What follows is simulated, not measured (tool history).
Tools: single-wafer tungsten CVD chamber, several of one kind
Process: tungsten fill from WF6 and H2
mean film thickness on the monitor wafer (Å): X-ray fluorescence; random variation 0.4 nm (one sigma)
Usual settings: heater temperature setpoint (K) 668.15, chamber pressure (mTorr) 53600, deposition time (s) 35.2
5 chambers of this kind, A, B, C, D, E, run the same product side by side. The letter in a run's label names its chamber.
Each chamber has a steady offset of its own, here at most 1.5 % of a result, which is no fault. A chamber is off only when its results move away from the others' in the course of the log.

run	day	heater temperature setpoint (K)	chamber pressure (mTorr)	deposition time (s)	hours since the last thermocouple change	hours since the last manometer calibration	read-back reference wafer on the same gauge, thickness_nm	mean film thickness on the monitor wafer (Å)
1A	0.508	668.15	53600	35.2	1075.5	138.5	139.96	1208.9
2D	1.017	668.15	53600	35.2	95.6	905.2	139.89	1227.1
3C	1.521	668.15	53600	35.2	1142.2	1042.5	139.92	1233.7
4E	1.912	668.15	53600	35.2	1790.9	108.5	140.03	1221.4
# day 1.996: chamber C: thermocouple changed; heater temperature recalibrated
5B	2.412	668.15	53600	35.2	1199.5	1675.2	139.93	1212.3
6E	2.879	668.15	53600	35.2	1814.1	131.7	140.08	1221
7C	3.208	668.15	53600	35.2	29.1	1083	139.96	1243.2
8D	3.592	668.15	53600	35.2	157.4	967	140.07	1227
9B	4.033	668.15	53600	35.2	1238.4	1714.1	140.09	1211
10A	4.425	668.15	53600	35.2	1169.5	232.5	140	1204.2
11A	4.758	668.15	53600	35.2	1177.5	240.5	139.97	1210.7
12B	5.246	668.15	53600	35.2	1267.5	1743.2	139.94	1210.1
13C	5.712	668.15	53600	35.2	89.2	1143.1	139.92	1235.7
14E	6.033	668.15	53600	35.2	1889.8	207.4	140.02	1226.9
15D	6.304	668.15	53600	35.2	222.5	1032.1	139.98	1215.5
16C	6.617	682.15	53600	38.8	110.9	1164.8	139.98	1747
17D	7.05	682.15	53600	38.8	240.4	1050	139.91	1740.9
18E	7.483	682.15	53600	38.8	1924.6	242.2	139.94	1727.4
19B	7.883	682.15	53600	38.8	1330.8	1806.5	140.05	1725.5
20A	8.146	682.15	53600	38.8	1258.8	321.8	140.11	1714.5
21C	8.446	668.15	53600	35.2	154.8	1208.7	140.05	1239.1
22A	8.771	668.15	53600	35.2	1273.8	336.8	140.04	1202.5
23E	9.188	668.15	53600	35.2	1965.5	283.1	140.01	1218.5
24D	9.471	668.15	53600	35.2	298.5	1108.1	139.94	1226.6
25B	9.762	668.15	53600	35.2	1375.9	1851.6	140.03	1213.3
26A	10.108	678.15	53600	40.7	1305.9	368.9	139.98	1673.7
# day 10.125: chamber C: capacitance manometer re-zeroed and calibrated
27E	10.588	678.15	53600	40.7	1999.1	316.7	139.83	1686.9
28B	10.912	678.15	53600	40.7	1403.5	1879.2	140.01	1694.1
29D	11.342	678.15	53600	40.7	343.4	1153	139.97	1710.8
30C	11.875	678.15	53600	40.7	237.1	42.1	139.95	1753.4
31E	12.175	668.15	53600	35.2	2037.2	354.8	140.01	1219.8
32D	12.642	668.15	53600	35.2	374.6	1184.2	139.96	1230.4
33A	13.046	668.15	53600	35.2	1376.4	439.4	140.08	1212
34B	13.342	681.15	53600	35.2	1461.8	1937.5	140.03	1538.1
# day 13.708: chamber E: thermocouple changed; heater temperature recalibrated
35C	13.75	681.15	53600	35.2	282.1	87.1	140.06	1588.9
36A	14.025	681.15	53600	35.2	1399.9	462.9	140.04	1527.8
37D	14.546	681.15	53600	35.2	420.3	1229.9	139.91	1547.9
38E	14.783	681.15	53600	35.2	25.9	417.4	139.93	1539
39C	15.05	668.15	53600	35.2	313.3	118.3	140.02	1258.9
40B	15.421	661.15	48300	35.2	1511.7	1987.4	139.97	1007.5
41E	15.938	661.15	48300	35.2	53.6	445.1	139.94	1014.6
42C	16.279	661.15	48300	35.2	342.8	147.8	139.97	1059.9

What goes on in this fleet: one chamber off, a drifting gauge, or nothing beyond the chambers' own small offsets? Name the chamber and the cause, if any.

A service left chamber C off against the others.
Cause: true pressure above the setpoint (%) = 5.62.

Here are 4 candidates for chamber C's next run, each the usual settings with a change, their results left as question marks. Which one brings its results back in line with what the others give on the usual settings?
In line means no further than this from the other chambers' mean on the usual settings: mean film thickness on the monitor wafer (Å) 14
43C-1	16.662	668.15	49000	35.2				?
43C-2	16.662	669.15	54100	35.7				?
43C-3	16.662	668.15	51500	35.2				?
43C-4	16.662	669.15	53600	35.2				?

The other chambers' mean on the usual settings: mean film thickness on the monitor wafer (Å) 1216.7
run	mean film thickness on the monitor wafer (Å)
43C-1	1213.1
43C-2	1309.8
43C-3	1240.2
43C-4	1286
43C-1 brings the chamber back in line.
